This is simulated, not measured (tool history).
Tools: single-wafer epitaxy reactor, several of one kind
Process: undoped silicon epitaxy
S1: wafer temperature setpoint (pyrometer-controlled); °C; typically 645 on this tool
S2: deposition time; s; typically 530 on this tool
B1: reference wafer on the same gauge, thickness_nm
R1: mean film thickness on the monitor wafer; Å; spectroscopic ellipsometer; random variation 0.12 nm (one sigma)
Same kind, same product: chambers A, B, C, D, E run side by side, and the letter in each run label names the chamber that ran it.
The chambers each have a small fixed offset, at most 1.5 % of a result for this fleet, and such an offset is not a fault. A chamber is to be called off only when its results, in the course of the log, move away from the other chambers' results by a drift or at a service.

run 1A hour=10 | S1=645 S2=530 | B1=73.744 | R1=806.01
-- hour=18.9 chamber C: pyrometer calibrated
run 2B hour=19 | S1=645 S2=530 | B1=73.753 | R1=794.13
run 3C hour=25.8 | S1=645 S2=530 | B1=73.752 | R1=804.19
run 4D hour=34.6 | S1=645 S2=530 | B1=73.761 | R1=799.93
run 5E hour=42.9 | S1=645 S2=530 | B1=73.745 | R1=796.92
run 6A hour=51.7 | S1=638 S2=630 | B1=73.809 | R1=820.65
run 7B hour=64 | S1=638 S2=630 | B1=73.804 | R1=805.71
run 8E hour=75.9 | S1=638 S2=630 | B1=73.844 | R1=811.75
run 9C hour=86.7 | S1=638 S2=630 | B1=73.841 | R1=815.4
run 10D hour=96.9 | S1=638 S2=630 | B1=73.85 | R1=814.69
run 11E hour=109.1 | S1=645 S2=530 | B1=73.889 | R1=799.39
run 12A hour=121 | S1=645 S2=530 | B1=73.863 | R1=808.14
run 13B hour=128.8 | S1=635 S2=530 | B1=73.92 | R1=633.49
run 14C hour=137.3 | S1=635 S2=530 | B1=73.894 | R1=640.75
run 15D hour=146.5 | S1=635 S2=530 | B1=73.922 | R1=643.15
run 16C hour=155.9 | S1=635 S2=530 | B1=73.94 | R1=641.85
run 17D hour=165 | S1=635 S2=530 | B1=73.957 | R1=641.88
run 18E hour=177.8 | S1=645 S2=530 | B1=73.965 | R1=800.93
run 19A hour=184.9 | S1=645 S2=530 | B1=73.985 | R1=809.86
run 20B hour=197.2 | S1=645 S2=530 | B1=74.002 | R1=796.06
run 21C hour=207.4 | S1=645 S2=530 | B1=74.012 | R1=804.8
run 22A hour=220.1 | S1=645 S2=530 | B1=74.048 | R1=809.8
run 23D hour=227.3 | S1=638 S2=530 | B1=74.04 | R1=687.48
run 24B hour=238 | S1=638 S2=530 | B1=74.074 | R1=680.46
run 25E hour=246.2 | S1=638 S2=530 | B1=74.07 | R1=684.36
run 26E hour=253.6 | S1=638 S2=530 | B1=74.101 | R1=681.73
run 27B hour=260.1 | S1=638 S2=530 | B1=74.138 | R1=681.57
run 28C hour=267.9 | S1=645 S2=530 | B1=74.084 | R1=804.8
run 29A hour=275.8 | S1=656 S2=609 | B1=74.133 | R1=1186.7
run 30D hour=282.4 | S1=656 S2=609 | B1=74.135 | R1=1165.7
run 31D hour=291.5 | S1=656 S2=609 | B1=74.144 | R1=1167.6

All chambers now run identical settings, listed one chamber a line with results as question marks. What results will each chamber show?
run 32A hour=300.8 | S1=645 S2=530 | R1=?
run 32B hour=300.8 | S1=645 S2=530 | R1=?
run 32C hour=300.8 | S1=645 S2=530 | R1=?
run 32D hour=300.8 | S1=645 S2=530 | R1=?
run 32E hour=300.8 | S1=645 S2=530 | R1=?

run=32A R1=809.76
run=32B R1=796.8
run=32C R1=805.89
run=32D R1=801.28
run=32E R1=801.39
